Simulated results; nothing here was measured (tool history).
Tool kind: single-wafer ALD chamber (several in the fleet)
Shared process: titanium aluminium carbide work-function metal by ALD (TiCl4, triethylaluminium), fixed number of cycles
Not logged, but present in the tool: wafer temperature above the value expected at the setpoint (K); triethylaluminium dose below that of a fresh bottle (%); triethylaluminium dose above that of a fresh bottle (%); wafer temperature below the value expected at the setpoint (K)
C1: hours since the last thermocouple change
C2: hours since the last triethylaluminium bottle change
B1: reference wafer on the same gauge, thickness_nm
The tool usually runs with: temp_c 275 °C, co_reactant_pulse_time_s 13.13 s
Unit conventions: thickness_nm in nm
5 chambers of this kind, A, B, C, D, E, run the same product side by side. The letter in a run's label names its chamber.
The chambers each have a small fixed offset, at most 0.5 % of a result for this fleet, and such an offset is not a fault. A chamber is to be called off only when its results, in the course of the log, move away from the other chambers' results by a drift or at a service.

Run 1A, hour 7.6: usual settings; C1 56.4; C2 626.8; B1 1.7498. Result: thickness_nm 1.8245 nm.
Run 2E, hour 13.7: usual settings; C1 2122.8; C2 885.5; B1 1.7495. Result: thickness_nm 1.8198 nm.
Run 3C, hour 22.7: usual settings; C1 3141.7; C2 955.8; B1 1.7493. Result: thickness_nm 1.8193 nm.
Run 4D, hour 32.7: usual settings; C1 357.2; C2 298.6; B1 1.7493. Result: thickness_nm 1.8222 nm.
Run 5B, hour 38.4: usual settings; C1 58.3; C2 974.7; B1 1.7487. Result: thickness_nm 1.8161 nm.
Run 6B, hour 44.4: usual settings but temp_c 268 °C; C1 64.3; C2 980.7; B1 1.7492. Result: thickness_nm 1.7555 nm.
Run 7E, hour 50.5: usual settings but temp_c 268 °C; C1 2159.6; C2 922.3; B1 1.7477. Result: thickness_nm 1.7589 nm.
Run 8D, hour 56.7: usual settings but temp_c 268 °C; C1 381.2; C2 322.6; B1 1.748. Result: thickness_nm 1.7657 nm.
Run 9C, hour 62.5: usual settings but temp_c 268 °C; C1 3181.5; C2 995.6; B1 1.7484. Result: thickness_nm 1.7551 nm.
Run 10A, hour 72: usual settings but temp_c 268 °C; C1 120.8; C2 691.2; B1 1.7472. Result: thickness_nm 1.7602 nm.
Run 11B, hour 80.6: usual settings; C1 100.5; C2 1016.9; B1 1.7481. Result: thickness_nm 1.8155 nm.
Run 12E, hour 91.5: usual settings; C1 2200.6; C2 963.3; B1 1.7472. Result: thickness_nm 1.8161 nm.
At hour 94.1: chamber C: thermocouple changed; heater temperature recalibrated.
Run 13C, hour 100.1: usual settings; C1 6; C2 1033.2; B1 1.7463. Result: thickness_nm 1.8136 nm.
Run 14A, hour 109.5: usual settings; C1 158.3; C2 728.7; B1 1.7466. Result: thickness_nm 1.8184 nm.
Run 15D, hour 118.1: usual settings; C1 442.6; C2 384; B1 1.7461. Result: thickness_nm 1.821 nm.
Run 16E, hour 123.7: usual settings; C1 2232.8; C2 995.5; B1 1.7461. Result: thickness_nm 1.8167 nm.
Run 17D, hour 132.8: usual settings; C1 457.3; C2 398.7; B1 1.746. Result: thickness_nm 1.8256 nm.
Run 18C, hour 138.9: usual settings; C1 44.8; C2 1072; B1 1.7456. Result: thickness_nm 1.8161 nm.
Run 19B, hour 145.5: usual settings; C1 165.4; C2 1081.8; B1 1.7461. Result: thickness_nm 1.8131 nm.
At hour 146.7: chamber B: triethylaluminium bottle replaced.
Run 20A, hour 153.1: usual settings but temp_c 270 °C, co_reactant_pulse_time_s 10.6 s; C1 201.9; C2 772.3; B1 1.7448. Result: thickness_nm 1.7465 nm.
Run 21A, hour 160.3: usual settings but temp_c 270 °C, co_reactant_pulse_time_s 10.6 s; C1 209.1; C2 779.5; B1 1.7445. Result: thickness_nm 1.7461 nm.
Run 22E, hour 168.5: usual settings but temp_c 270 °C, co_reactant_pulse_time_s 10.6 s; C1 2277.6; C2 1040.3; B1 1.7441. Result: thickness_nm 1.7456 nm.
At hour 176.2: chamber E: thermocouple changed; heater temperature recalibrated.
Run 23B, hour 178.7: usual settings but temp_c 270 °C, co_reactant_pulse_time_s 10.6 s; C1 198.6; C2 32.1; B1 1.7444. Result: thickness_nm 1.7441 nm.
Run 24C, hour 184.3: usual settings but temp_c 270 °C, co_reactant_pulse_time_s 10.6 s; C1 90.2; C2 1117.4; B1 1.7437. Result: thickness_nm 1.7462 nm.
At hour 188: chamber C: triethylaluminium bottle replaced.
Run 25D, hour 190: usual settings; C1 514.5; C2 455.9; B1 1.7446. Result: thickness_nm 1.8199 nm.
Run 26A, hour 198.3: usual settings but temp_c 283 °C, co_reactant_pulse_time_s 14.83 s; C1 247.1; C2 817.5; B1 1.7436. Result: thickness_nm 1.8973 nm.
Run 27B, hour 208.5: usual settings but temp_c 283 °C, co_reactant_pulse_time_s 14.83 s; C1 228.4; C2 61.9; B1 1.7432. Result: thickness_nm 1.8904 nm.
Run 28D, hour 216.4: usual settings but temp_c 283 °C, co_reactant_pulse_time_s 14.83 s; C1 540.9; C2 482.3; B1 1.7434. Result: thickness_nm 1.9008 nm.
Run 29C, hour 224.4: usual settings but temp_c 283 °C, co_reactant_pulse_time_s 14.83 s; C1 130.3; C2 36.5; B1 1.7431. Result: thickness_nm 1.8927 nm.
Run 30E, hour 233.1: usual settings but temp_c 283 °C, co_reactant_pulse_time_s 14.83 s; C1 57; C2 1104.9; B1 1.7426. Result: thickness_nm 1.8913 nm.
Run 31C, hour 239.8: usual settings; C1 145.7; C2 51.9; B1 1.7425. Result: thickness_nm 1.8144 nm.

Each of the 5 chambers runs these same settings next. Fill in every chamber's results:
Run 32A, hour 247.7: usual settings. Result: thickness_nm ?.
Run 32B, hour 247.7: usual settings. Result: thickness_nm ?.
Run 32C, hour 247.7: usual settings. Result: thickness_nm ?.
Run 32D, hour 247.7: usual settings. Result: thickness_nm ?.
Run 32E, hour 247.7: usual settings. Result: thickness_nm ?.

run  thickness_nm
32A        1.8161
32B        1.8108
32C        1.8157
32D        1.8162
32E        1.8133
